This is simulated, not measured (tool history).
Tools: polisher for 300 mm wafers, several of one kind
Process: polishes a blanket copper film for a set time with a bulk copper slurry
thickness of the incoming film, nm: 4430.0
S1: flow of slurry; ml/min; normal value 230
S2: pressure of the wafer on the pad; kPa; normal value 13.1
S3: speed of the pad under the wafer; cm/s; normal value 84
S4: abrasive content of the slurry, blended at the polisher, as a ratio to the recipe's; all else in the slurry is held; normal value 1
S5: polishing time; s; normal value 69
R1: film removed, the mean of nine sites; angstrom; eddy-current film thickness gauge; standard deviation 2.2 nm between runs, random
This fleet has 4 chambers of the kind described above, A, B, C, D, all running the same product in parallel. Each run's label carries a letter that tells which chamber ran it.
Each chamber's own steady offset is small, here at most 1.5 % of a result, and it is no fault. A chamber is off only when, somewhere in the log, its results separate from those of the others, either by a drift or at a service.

run,hour,S1,S2,S3,S4,S5,R1
1B,10.9,230,13.1,84,1,69,3080.4
2D,21.3,230,13.1,84,1,69,3069.7
# hour 26.1: chamber B: worn pad replaced by a new one
# hour 31.5: chamber D: slurry blender recalibrated
# hour 33.9: chamber A: worn pad replaced by a new one
3A,37.2,230,13.1,84,1,69,3016.3
4C,48.6,230,13.1,84,1,69,3070.5
# hour 49.7: chamber A: slurry blender recalibrated
# hour 50.6: chamber A: slurry nozzle cleaned
5B,64.5,230,13.1,84,1,69,3091.4
# hour 69.3: chamber D: worn pad replaced by a new one
6D,78.2,230,13.1,84,1,69,3115.1
# hour 81.4: chamber C: slurry blender recalibrated
# hour 83.7: chamber B: worn pad replaced by a new one
7A,86.9,230,13.1,84,1,60,2665.5
# hour 98.1: chamber A: worn pad replaced by a new one
8C,100.3,230,13.1,84,1,60,2659.6
9C,110.6,230,13.1,84,1,60,2639.3
10B,123.3,230,13.1,84,1,60,2717.7
# hour 125.7: chamber C: slurry nozzle cleaned
# hour 137.1: chamber B: worn pad replaced by a new one
11A,138.4,230,13.1,84,1,69,3020.2
# hour 139.3: chamber D: slurry blender recalibrated
12D,151.6,230,13.1,58,1,69,2114.6
13C,162.1,230,13.1,58,1,69,2090.1
# hour 171.2: chamber A: worn pad replaced by a new one
14B,171.4,230,13.1,58,1,69,2176.7
15A,179.4,230,13.1,58,1,69,2095.7
# hour 187.3: chamber B: slurry blender recalibrated
# hour 190.1: chamber D: worn pad replaced by a new one
16D,193.1,230,13.1,84,1,69,3133
# hour 193.5: chamber B: worn pad replaced by a new one
17D,201.6,230,13.1,84,1,69,3056.7
18C,216.1,230,13.1,84,1,69,2893.4
19A,223.6,230,13.1,84,1,69,3005.9
# hour 228: chamber D: slurry nozzle cleaned
# hour 228.1: chamber B: head pressure recalibrated
20B,234.9,230,13.1,84,1,69,3126.6
# hour 235.3: chamber D: head pressure recalibrated
# hour 240.4: chamber A: worn pad replaced by a new one
21D,243.1,230,13.1,84,1,69,3095.2
22B,254.1,230,13.1,84,1,69,3134
23A,268.6,230,13.1,84,1,69,3026.4
24C,283.6,230,13.1,84,1,69,2915.3

Read the log: is a single chamber off, either drifting away or since a service, is the gauge that measures every chamber drifting, or is nothing wrong beyond small per-chamber offsets? Name any odd chamber and what most likely caused it.

Chamber C drifts away from the others.
Most likely cause: removal rate lost through wear of the pad, % = 7.29.
The log may not separate it from: head's pressure below its setpoint, %.

Chamber C could run next with any of the 4 candidate recipes listed below; each alters the usual settings, and their results appear as question marks. Which one brings its results back in line with what the other chambers deliver on the usual settings?
In line means no further than this from the other chambers' mean on the usual settings: R1 76 angstrom
25C-1,295.1,230,13.1,84,1,67,?
25C-2,295.1,230,13.1,86,1,70,?
25C-3,295.1,230,13.8,84,1,71,?
25C-4,295.1,230,13.1,80,1,67,?

Average result of the remaining chambers running the usual settings: R1 3082.8 angstrom
run,R1
25C-1,2765.4
25C-2,2957.3
25C-3,3087
25C-4,2635.1
With 25C-3, the chamber falls back in line with the rest.
